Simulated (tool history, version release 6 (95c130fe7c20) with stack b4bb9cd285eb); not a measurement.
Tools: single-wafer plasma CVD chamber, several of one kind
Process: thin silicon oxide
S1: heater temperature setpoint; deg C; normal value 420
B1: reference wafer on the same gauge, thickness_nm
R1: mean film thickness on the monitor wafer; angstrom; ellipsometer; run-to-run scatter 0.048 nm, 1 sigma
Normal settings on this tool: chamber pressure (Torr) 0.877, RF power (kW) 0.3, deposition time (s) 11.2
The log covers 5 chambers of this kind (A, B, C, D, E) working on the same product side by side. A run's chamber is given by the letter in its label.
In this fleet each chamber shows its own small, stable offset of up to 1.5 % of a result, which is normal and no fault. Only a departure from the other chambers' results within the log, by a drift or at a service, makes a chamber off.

run 1A hour=5.2 | S1=420 chamber_pressure_(Torr)=0.877 RF_power_(kW)=0.3 deposition_time_(s)=11.2 | B1=20.702 | R1=223.16
run 2E hour=10.7 | S1=420 chamber_pressure_(Torr)=0.877 RF_power_(kW)=0.3 deposition_time_(s)=11.2 | B1=20.697 | R1=221.49
run 3C hour=16.1 | S1=420 chamber_pressure_(Torr)=0.877 RF_power_(kW)=0.3 deposition_time_(s)=11.2 | B1=20.701 | R1=220.15
run 4B hour=20.4 | S1=420 chamber_pressure_(Torr)=0.877 RF_power_(kW)=0.3 deposition_time_(s)=11.2 | B1=20.693 | R1=220.89
run 5D hour=25.2 | S1=420 chamber_pressure_(Torr)=0.877 RF_power_(kW)=0.3 deposition_time_(s)=11.2 | B1=20.708 | R1=221.95
run 6B hour=29.6 | S1=420 chamber_pressure_(Torr)=0.877 RF_power_(kW)=0.3 deposition_time_(s)=11.2 | B1=20.698 | R1=220.98
run 7A hour=34.9 | S1=420 chamber_pressure_(Torr)=0.877 RF_power_(kW)=0.3 deposition_time_(s)=11.2 | B1=20.701 | R1=222.78
run 8D hour=39.4 | S1=420 chamber_pressure_(Torr)=0.877 RF_power_(kW)=0.3 deposition_time_(s)=11.2 | B1=20.703 | R1=222.49
run 9E hour=45.9 | S1=420 chamber_pressure_(Torr)=0.877 RF_power_(kW)=0.3 deposition_time_(s)=11.2 | B1=20.707 | R1=222.26
run 10C hour=51.7 | S1=420 chamber_pressure_(Torr)=0.877 RF_power_(kW)=0.3 deposition_time_(s)=11.2 | B1=20.684 | R1=221.53
run 11B hour=57.6 | S1=420 chamber_pressure_(Torr)=0.877 RF_power_(kW)=0.3 deposition_time_(s)=11.2 | B1=20.693 | R1=220.09
run 12E hour=62.3 | S1=420 chamber_pressure_(Torr)=0.877 RF_power_(kW)=0.3 deposition_time_(s)=11.2 | B1=20.704 | R1=222.09
run 13D hour=68.7 | S1=420 chamber_pressure_(Torr)=0.877 RF_power_(kW)=0.3 deposition_time_(s)=11.2 | B1=20.689 | R1=222.59
run 14C hour=75.2 | S1=431 chamber_pressure_(Torr)=0.877 RF_power_(kW)=0.3 deposition_time_(s)=11.2 | B1=20.694 | R1=219.56
run 15A hour=78 | S1=431 chamber_pressure_(Torr)=0.877 RF_power_(kW)=0.3 deposition_time_(s)=11.2 | B1=20.7 | R1=220.76
run 16E hour=84.5 | S1=431 chamber_pressure_(Torr)=0.877 RF_power_(kW)=0.3 deposition_time_(s)=11.2 | B1=20.705 | R1=220.51
run 17A hour=88 | S1=431 chamber_pressure_(Torr)=0.877 RF_power_(kW)=0.3 deposition_time_(s)=11.2 | B1=20.695 | R1=221
run 18D hour=94 | S1=431 chamber_pressure_(Torr)=0.877 RF_power_(kW)=0.3 deposition_time_(s)=11.2 | B1=20.705 | R1=219.83
run 19B hour=98.9 | S1=420 chamber_pressure_(Torr)=0.877 RF_power_(kW)=0.3 deposition_time_(s)=11.2 | B1=20.7 | R1=220.95
run 20C hour=104.5 | S1=420 chamber_pressure_(Torr)=0.877 RF_power_(kW)=0.3 deposition_time_(s)=11.2 | B1=20.69 | R1=221.43
run 21D hour=109.8 | S1=420 chamber_pressure_(Torr)=0.877 RF_power_(kW)=0.3 deposition_time_(s)=11.2 | B1=20.696 | R1=221.18
run 22B hour=115.4 | S1=420 chamber_pressure_(Torr)=0.877 RF_power_(kW)=0.3 deposition_time_(s)=11.2 | B1=20.688 | R1=220.59
run 23C hour=120.7 | S1=420 chamber_pressure_(Torr)=0.877 RF_power_(kW)=0.3 deposition_time_(s)=11.2 | B1=20.695 | R1=220.68
-- hour=124 chamber B: capacitance manometer re-zeroed and calibrated
run 24A hour=124.6 | S1=420 chamber_pressure_(Torr)=0.877 RF_power_(kW)=0.3 deposition_time_(s)=11.2 | B1=20.701 | R1=222.84
run 25E hour=129 | S1=410 chamber_pressure_(Torr)=0.877 RF_power_(kW)=0.265 deposition_time_(s)=11.2 | B1=20.709 | R1=211.25
run 26E hour=135.4 | S1=410 chamber_pressure_(Torr)=0.877 RF_power_(kW)=0.265 deposition_time_(s)=11.2 | B1=20.69 | R1=211.9
run 27A hour=139 | S1=410 chamber_pressure_(Torr)=0.877 RF_power_(kW)=0.265 deposition_time_(s)=11.2 | B1=20.718 | R1=211.69
run 28D hour=144.2 | S1=410 chamber_pressure_(Torr)=0.877 RF_power_(kW)=0.265 deposition_time_(s)=11.2 | B1=20.689 | R1=211.49
run 29C hour=147.8 | S1=410 chamber_pressure_(Torr)=0.877 RF_power_(kW)=0.265 deposition_time_(s)=11.2 | B1=20.698 | R1=211.09
run 30B hour=152.1 | S1=420 chamber_pressure_(Torr)=0.877 RF_power_(kW)=0.3 deposition_time_(s)=11.2 | B1=20.702 | R1=215.46
run 31E hour=156.1 | S1=409 chamber_pressure_(Torr)=0.877 RF_power_(kW)=0.3 deposition_time_(s)=11.2 | B1=20.69 | R1=222.42
run 32B hour=160.7 | S1=409 chamber_pressure_(Torr)=0.877 RF_power_(kW)=0.3 deposition_time_(s)=11.2 | B1=20.694 | R1=216.14
-- hour=164.9 chamber D: RF generator calibrated
run 33D hour=166.7 | S1=409 chamber_pressure_(Torr)=0.877 RF_power_(kW)=0.3 deposition_time_(s)=11.2 | B1=20.71 | R1=223.76
run 34A hour=172.6 | S1=409 chamber_pressure_(Torr)=0.877 RF_power_(kW)=0.3 deposition_time_(s)=11.2 | B1=20.698 | R1=224.76
run 35C hour=175.6 | S1=409 chamber_pressure_(Torr)=0.877 RF_power_(kW)=0.3 deposition_time_(s)=11.2 | B1=20.705 | R1=222.07
run 36B hour=180 | S1=420 chamber_pressure_(Torr)=0.877 RF_power_(kW)=0.3 deposition_time_(s)=11.2 | B1=20.708 | R1=215.52
run 37C hour=185.8 | S1=420 chamber_pressure_(Torr)=0.877 RF_power_(kW)=0.3 deposition_time_(s)=11.2 | B1=20.698 | R1=220.52
run 38D hour=189 | S1=420 chamber_pressure_(Torr)=0.877 RF_power_(kW)=0.3 deposition_time_(s)=11.2 | B1=20.702 | R1=222.42
run 39A hour=192.2 | S1=420 chamber_pressure_(Torr)=0.877 RF_power_(kW)=0.3 deposition_time_(s)=11.2 | B1=20.696 | R1=221.85

Read the log: is a single chamber off, either drifting away or since a service, is the gauge that measures every chamber drifting, or is nothing wrong beyond small per-chamber offsets? Name any odd chamber and what most likely caused it.

Chamber B came out of a service off from its peers and stayed that way.
What lies behind it: true pressure below the setpoint (%) = 3.06.

Which of the 4 candidates below, each the usual settings with something changed and its results left as question marks, puts chamber B back in line with what the other chambers give on the usual settings?
Maximum distance from the other chambers' mean on the usual settings for a result to count as in line: R1 1.8 angstrom
run 40B-1 hour=196.8 | S1=420 chamber_pressure_(Torr)=0.877 RF_power_(kW)=0.28 deposition_time_(s)=11.2 | R1=?
run 40B-2 hour=196.8 | S1=420 chamber_pressure_(Torr)=0.894 RF_power_(kW)=0.3 deposition_time_(s)=11.4 | R1=?
run 40B-3 hour=196.8 | S1=420 chamber_pressure_(Torr)=0.877 RF_power_(kW)=0.3 deposition_time_(s)=10.6 | R1=?
run 40B-4 hour=196.8 | S1=420 chamber_pressure_(Torr)=0.906 RF_power_(kW)=0.305 deposition_time_(s)=11.5 | R1=?

Average result of the remaining chambers running the usual settings: R1 221.81 angstrom
run=40B-1 R1=209.25
run=40B-2 R1=222.61
run=40B-3 R1=203.74
run=40B-4 R1=228.58
40B-2 puts the chamber back in line with the other chambers.
